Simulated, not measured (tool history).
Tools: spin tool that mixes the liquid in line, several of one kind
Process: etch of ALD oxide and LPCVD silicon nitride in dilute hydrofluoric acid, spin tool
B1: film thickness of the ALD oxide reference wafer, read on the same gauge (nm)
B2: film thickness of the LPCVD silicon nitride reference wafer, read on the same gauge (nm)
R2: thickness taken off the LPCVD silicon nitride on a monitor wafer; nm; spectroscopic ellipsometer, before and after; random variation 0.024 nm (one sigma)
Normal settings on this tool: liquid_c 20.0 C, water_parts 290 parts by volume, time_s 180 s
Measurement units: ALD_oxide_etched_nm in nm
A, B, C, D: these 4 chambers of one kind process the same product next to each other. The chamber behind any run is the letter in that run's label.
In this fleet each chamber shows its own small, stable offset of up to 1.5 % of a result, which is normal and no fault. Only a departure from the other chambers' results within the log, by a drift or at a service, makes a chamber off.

Run 1D, hour 6.3: usual settings; B1 40.008; B2 60.012. Result: ALD_oxide_etched_nm 9.2937 nm, R2 0.23624 nm.
Run 2C, hour 12.5: usual settings; B1 39.992; B2 59.996. Result: ALD_oxide_etched_nm 9.3887 nm, R2 0.22724 nm.
Run 3B, hour 21.3: usual settings; B1 40.035; B2 60.003. Result: ALD_oxide_etched_nm 9.2750 nm, R2 0.23602 nm.
Run 4A, hour 32.4: usual settings; B1 39.972; B2 59.993. Result: ALD_oxide_etched_nm 9.4651 nm, R2 0.22796 nm.
Run 5C, hour 44.8: usual settings; B1 40.010; B2 60.004. Result: ALD_oxide_etched_nm 9.3076 nm, R2 0.21491 nm.
Run 6D, hour 51.3: usual settings; B1 39.990; B2 60.006. Result: ALD_oxide_etched_nm 9.4913 nm, R2 0.20250 nm.
Run 7B, hour 57.3: usual settings; B1 39.983; B2 59.997. Result: ALD_oxide_etched_nm 9.5256 nm, R2 0.21792 nm.
Run 8A, hour 66.6: usual settings but liquid_c 22.5 C, time_s 105 s; B1 39.996; B2 60.001. Result: ALD_oxide_etched_nm 6.0171 nm, R2 0.13422 nm.
Run 9B, hour 74.6: usual settings but liquid_c 22.5 C, time_s 105 s; B1 40.006; B2 59.989. Result: ALD_oxide_etched_nm 5.9267 nm, R2 0.16764 nm.
Run 10A, hour 80.9: usual settings but liquid_c 22.5 C, time_s 105 s; B1 40.013; B2 59.992. Result: ALD_oxide_etched_nm 6.0320 nm, R2 0.13193 nm.
Run 11D, hour 88.1: usual settings but liquid_c 22.5 C, time_s 105 s; B1 39.986; B2 59.999. Result: ALD_oxide_etched_nm 5.9372 nm, R2 0.16518 nm.
Run 12C, hour 101.0: usual settings; B1 39.988; B2 59.983. Result: ALD_oxide_etched_nm 9.4478 nm, R2 0.20518 nm.
Run 13C, hour 110.5: usual settings; B1 39.999; B2 59.989. Result: ALD_oxide_etched_nm 9.5068 nm, R2 0.24438 nm.
Run 14A, hour 123.8: usual settings but liquid_c 17.5 C, time_s 250 s; B1 39.994; B2 60.008. Result: ALD_oxide_etched_nm 11.9130 nm, R2 0.23201 nm.
Run 15B, hour 131.9: usual settings but liquid_c 17.5 C, time_s 250 s; B1 39.989; B2 60.005. Result: ALD_oxide_etched_nm 11.9060 nm, R2 0.24375 nm.
Run 16D, hour 139.8: usual settings but liquid_c 17.5 C, time_s 250 s; B1 39.992; B2 60.005. Result: ALD_oxide_etched_nm 12.0650 nm, R2 0.27981 nm.
Run 17A, hour 152.3: usual settings but liquid_c 17.5 C, time_s 250 s; B1 39.978; B2 59.986. Result: ALD_oxide_etched_nm 12.1150 nm, R2 0.20025 nm.
Run 18C, hour 159.5: usual settings; B1 39.989; B2 59.981. Result: ALD_oxide_etched_nm 9.1628 nm, R2 0.24236 nm.
Run 19B, hour 172.5: usual settings; B1 40.031; B2 60.026. Result: ALD_oxide_etched_nm 9.2680 nm, R2 0.26583 nm.
Run 20D, hour 181.1: usual settings; B1 39.958; B2 60.000. Result: ALD_oxide_etched_nm 9.3550 nm, R2 0.20622 nm.
Run 21A, hour 194.0: usual settings; B1 39.993; B2 60.019. Result: ALD_oxide_etched_nm 9.2867 nm, R2 0.19995 nm.
Run 22B, hour 207.3: usual settings but water_parts 220 parts by volume, time_s 90 s; B1 40.005; B2 60.026. Result: ALD_oxide_etched_nm 6.5637 nm, R2 0.13327 nm.
Run 23C, hour 219.1: usual settings but water_parts 220 parts by volume, time_s 90 s; B1 40.018; B2 60.015. Result: ALD_oxide_etched_nm 6.2576 nm, R2 0.17742 nm.
Run 24D, hour 225.7: usual settings but water_parts 220 parts by volume, time_s 90 s; B1 39.990; B2 60.003. Result: ALD_oxide_etched_nm 6.5481 nm, R2 0.15508 nm.
Run 25B, hour 233.4: usual settings but water_parts 220 parts by volume, time_s 90 s; B1 40.001; B2 59.992. Result: ALD_oxide_etched_nm 6.5596 nm, R2 0.13230 nm.
Run 26A, hour 246.9: usual settings but liquid_c 17.0 C, water_parts 345 parts by volume; B1 40.040; B2 59.997. Result: ALD_oxide_etched_nm 6.6377 nm, R2 0.15806 nm.
Run 27C, hour 255.4: usual settings but liquid_c 17.0 C, water_parts 345 parts by volume; B1 40.003; B2 60.025. Result: ALD_oxide_etched_nm 6.2018 nm, R2 0.14673 nm.
Run 28D, hour 267.6: usual settings but liquid_c 17.0 C, water_parts 345 parts by volume; B1 39.995; B2 60.040. Result: ALD_oxide_etched_nm 6.7147 nm, R2 0.14158 nm.
Run 29A, hour 277.6: usual settings but liquid_c 17.0 C, water_parts 345 parts by volume; B1 40.022; B2 59.991. Result: ALD_oxide_etched_nm 6.7183 nm, R2 0.16370 nm.
Run 30D, hour 283.6: usual settings; B1 39.988; B2 59.998. Result: ALD_oxide_etched_nm 9.2549 nm, R2 0.22700 nm.
Run 31B, hour 292.4: usual settings; B1 40.019; B2 60.007. Result: ALD_oxide_etched_nm 9.3206 nm, R2 0.25177 nm.
Run 32C, hour 304.0: usual settings; B1 39.989; B2 59.994. Result: ALD_oxide_etched_nm 8.4608 nm, R2 0.15964 nm.
Run 33B, hour 314.5: usual settings; B1 39.988; B2 59.979. Result: ALD_oxide_etched_nm 9.4423 nm, R2 0.20646 nm.
Run 34D, hour 328.1: usual settings; B1 39.978; B2 60.022. Result: ALD_oxide_etched_nm 9.3447 nm, R2 0.23519 nm.
Run 35C, hour 338.1: usual settings; B1 39.984; B2 60.018. Result: ALD_oxide_etched_nm 8.0994 nm, R2 0.19704 nm.

Next, all 4 chambers run the settings below, one line each with question marks for the results. What does each chamber give?
Run 36A, hour 348.1: usual settings but liquid_c 17.5 C. Result: ALD_oxide_etched_nm ?, R2 ?.
Run 36B, hour 348.1: usual settings but liquid_c 17.5 C. Result: ALD_oxide_etched_nm ?, R2 ?.
Run 36C, hour 348.1: usual settings but liquid_c 17.5 C. Result: ALD_oxide_etched_nm ?, R2 ?.
Run 36D, hour 348.1: usual settings but liquid_c 17.5 C. Result: ALD_oxide_etched_nm ?, R2 ?.

run  ALD_oxide_etched_nm       R2
36A               8.5102  0.16026
36B               8.4755  0.17647
36C               7.4469  0.16006
36D               8.4462  0.21348

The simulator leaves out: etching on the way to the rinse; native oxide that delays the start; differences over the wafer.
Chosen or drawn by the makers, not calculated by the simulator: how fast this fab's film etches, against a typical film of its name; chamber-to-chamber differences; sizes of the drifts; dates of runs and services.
